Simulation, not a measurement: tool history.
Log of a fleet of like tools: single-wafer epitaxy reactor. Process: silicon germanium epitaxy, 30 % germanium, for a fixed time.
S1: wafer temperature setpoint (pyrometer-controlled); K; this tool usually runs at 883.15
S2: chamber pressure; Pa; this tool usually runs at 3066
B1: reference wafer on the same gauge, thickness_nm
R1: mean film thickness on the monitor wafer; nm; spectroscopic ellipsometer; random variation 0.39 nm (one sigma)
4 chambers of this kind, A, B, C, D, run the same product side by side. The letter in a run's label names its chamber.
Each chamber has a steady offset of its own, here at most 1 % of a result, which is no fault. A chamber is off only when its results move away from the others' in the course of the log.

| run | hour | S1 | S2 | B1 | R1 |
|---|---|---|---|---|---|
| 1C | 6.2 | 883.15 | 3066 | 64.833 | 74.866 |
| 2A | 11.9 | 883.15 | 3066 | 64.955 | 74.602 |
| 3B | 19.9 | 883.15 | 3066 | 64.95 | 75 |
| 4D | 28.1 | 883.15 | 3066 | 64.901 | 75.366 |
| 5C | 32.9 | 883.15 | 3066 | 64.887 | 76.029 |
| 6D | 37.4 | 883.15 | 3066 | 64.886 | 74.448 |
| 7B | 42.8 | 883.15 | 3066 | 64.79 | 73.896 |
| 8A | 47.6 | 883.15 | 3066 | 64.888 | 74.052 |
| 9B | 54.5 | 883.15 | 3066 | 64.829 | 74.589 |
| 10C | 58.4 | 883.15 | 3066 | 64.834 | 75.32 |
| 11D | 65.9 | 874.15 | 3066 | 64.976 | 63.744 |
| 12A | 72.1 | 874.15 | 3066 | 64.944 | 64.099 |
| 13B | 76.7 | 874.15 | 3066 | 64.928 | 63.04 |
| 14C | 85 | 874.15 | 3066 | 64.959 | 63.773 |
| 15D | 91.4 | 883.15 | 3066 | 64.84 | 74.83 |
| 16A | 96.8 | 883.15 | 3066 | 64.929 | 74.931 |
|  | 98.8 | chamber A: pyrometer calibrated |
| 17A | 104.8 | 883.15 | 3066 | 64.952 | 77.893 |
| 18C | 112.1 | 883.15 | 3066 | 64.889 | 75.252 |
| 19D | 119.2 | 883.15 | 2653 | 64.936 | 70.181 |
| 20B | 124.9 | 883.15 | 2653 | 64.896 | 69.921 |
| 21C | 130.2 | 883.15 | 2653 | 64.887 | 71.015 |
| 22D | 136.3 | 883.15 | 2653 | 64.894 | 70.663 |
| 23A | 145.1 | 883.15 | 3066 | 64.921 | 77.89 |
| 24B | 149.3 | 883.15 | 3066 | 64.925 | 74.944 |
| 25B | 153.3 | 883.15 | 3066 | 64.933 | 74.347 |
| 26D | 158.6 | 890.15 | 3693 | 64.988 | 90.681 |
| 27C | 166.3 | 890.15 | 3693 | 64.941 | 91.101 |

Does one chamber stand apart from the rest, does the shared gauge drift, or is all well apart from small per-chamber offsets? Give the chamber and the most likely cause, where there is one.

A service left chamber A off against the others.
What lies behind it: wafer temperature above the value expected at the setpoint (K) = 1.78.

Chamber A could run next with any of the 4 candidate recipes listed below; each alters the usual settings, and their results appear as question marks. Which one brings its results back in line with what the other chambers deliver on the usual settings?
Allowed miss from the other chambers' usual-settings mean, per result, to count as in line: R1 1.4 nm
| 28A-1 | 172.8 | 881.15 | 3066 |  | ? |
| 28A-2 | 172.8 | 887.15 | 3066 |  | ? |
| 28A-3 | 172.8 | 879.15 | 3066 |  | ? |
| 28A-4 | 172.8 | 885.15 | 3106 |  | ? |

Other chambers, usual settings, mean: R1 74.697 nm
| run | R1 |
|---|---|
| 28A-1 | 74.662 |
| 28A-2 | 82.917 |
| 28A-3 | 72.075 |
| 28A-4 | 80.504 |
28A-1 puts the chamber back in line with the other chambers.
